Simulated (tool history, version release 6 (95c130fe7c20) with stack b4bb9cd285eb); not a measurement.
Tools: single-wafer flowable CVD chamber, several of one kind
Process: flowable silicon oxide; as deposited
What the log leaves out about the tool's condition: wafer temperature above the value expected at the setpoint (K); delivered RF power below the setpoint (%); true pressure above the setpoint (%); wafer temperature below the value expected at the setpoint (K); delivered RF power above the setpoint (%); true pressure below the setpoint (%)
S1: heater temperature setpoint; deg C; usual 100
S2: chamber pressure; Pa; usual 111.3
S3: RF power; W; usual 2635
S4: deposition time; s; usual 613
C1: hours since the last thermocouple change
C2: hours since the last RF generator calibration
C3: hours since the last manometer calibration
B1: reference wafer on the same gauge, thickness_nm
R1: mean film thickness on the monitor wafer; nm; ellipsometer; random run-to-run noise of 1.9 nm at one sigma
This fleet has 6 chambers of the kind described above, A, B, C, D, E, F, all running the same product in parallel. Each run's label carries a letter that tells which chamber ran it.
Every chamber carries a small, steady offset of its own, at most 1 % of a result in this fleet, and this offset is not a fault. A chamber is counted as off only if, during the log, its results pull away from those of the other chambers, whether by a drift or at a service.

run	hour	S1	S2	S3	S4	C1	C2	C3	B1	R1
1D	6.8	100	111.3	2635	613	284.1	310.2	345.1	374.56	414.41
2E	10.2	100	111.3	2635	613	605.4	807.8	111.4	375.21	410.89
3A	16.5	100	111.3	2635	613	163.3	610.8	777.1	374.94	407.52
4F	20.7	100	111.3	2635	613	266.7	1321.4	1588.8	375.23	417.28
# hour 23.2: chamber B: RF generator calibrated
5C	28	100	111.3	2635	613	1066.9	623.8	679.4	375.15	412.82
6B	31.9	100	111.3	2635	613	1141.5	8.7	1467	374.99	418.25
7C	35.2	100	111.3	2635	613	1074.1	631	686.6	375.31	416.94
8F	41.6	100	111.3	2635	613	287.6	1342.3	1609.7	374.85	415.4
9D	46.6	100	111.3	2635	613	323.9	350	384.9	375.27	413.93
10B	53.2	100	111.3	2635	613	1162.8	30	1488.3	374.73	414.99
11A	58.7	114	111.3	2810	613	205.5	653	819.3	375.25	261.29
12E	64.9	114	111.3	2810	613	660.1	862.5	166.1	374.53	260.52
13E	68.4	114	111.3	2810	613	663.6	866	169.6	375.44	262.45
14D	74.3	114	111.3	2810	613	351.6	377.7	412.6	375.13	265.66
15A	81.5	114	111.3	2810	613	228.3	675.8	842.1	374.98	260.43
16C	88.4	114	111.3	2810	613	1127.3	684.2	739.8	375.13	260.69
# hour 91.5: chamber B: capacitance manometer re-zeroed and calibrated
17F	91.8	100	111.3	2635	613	337.8	1392.5	1659.9	375.06	414.37
18B	98.5	100	111.3	2635	613	1208.1	75.3	7	375.27	412.73
19B	103.1	100	111.3	2635	613	1212.7	79.9	11.6	375.49	413.88
# hour 109.8: chamber B: thermocouple changed; heater temperature recalibrated
20C	109.9	100	111.3	2635	613	1148.8	705.7	761.3	374.78	412.91
21F	113.5	100	111.3	2635	613	359.5	1414.2	1681.6	375.12	415.01
22D	118.7	100	111.3	2635	613	396	422.1	457	374.41	412.6
23A	123.9	100	111.3	2635	613	270.7	718.2	884.5	375.37	407.13
24E	130.3	100	111.3	2825	697	725.5	927.9	231.5	374.74	473.04
25D	135.1	100	111.3	2825	697	412.4	438.5	473.4	375.23	476.25
26B	142.3	100	111.3	2825	697	32.5	119.1	50.8	375.04	471.34
27F	146.8	100	111.3	2825	697	392.8	1447.5	1714.9	375.08	471.28
# hour 149.6: chamber A: capacitance manometer re-zeroed and calibrated
28C	150.9	100	111.3	2825	697	1189.8	746.7	802.3	374.94	475.52
29E	158.2	100	111.3	2825	697	753.4	955.8	259.4	374.94	468.33
30A	161.8	100	111.3	2635	613	308.6	756.1	12.2	374.68	408.73
31A	167.5	113	111.3	2635	613	314.3	761.8	17.9	375.26	265.63
32E	171.8	113	111.3	2635	613	767	969.4	273	375.04	270.15
33C	177.6	113	111.3	2635	613	1216.5	773.4	829	374.89	269.22
34D	183.7	113	111.3	2635	613	461	487.1	522	375.3	270.33
35F	187.9	113	111.3	2635	613	433.9	1488.6	1756	375.12	274.19
36B	192.3	113	111.3	2635	613	82.5	169.1	100.8	375	272.62
37F	199	100	111.3	2635	613	445	1499.7	1767.1	375.34	416.04
38A	202.6	100	88.1	2635	651	349.4	796.9	53	375.04	319.08
39D	208.6	100	88.1	2635	651	485.9	512	546.9	375.29	322.51

One chamber off, gauge drift, or nothing amiss beyond the chambers' own small offsets? If it is a chamber, which one, and what is the likeliest cause?

No chamber is off and the gauge is stable; the differences are just each chamber's small, constant offset.
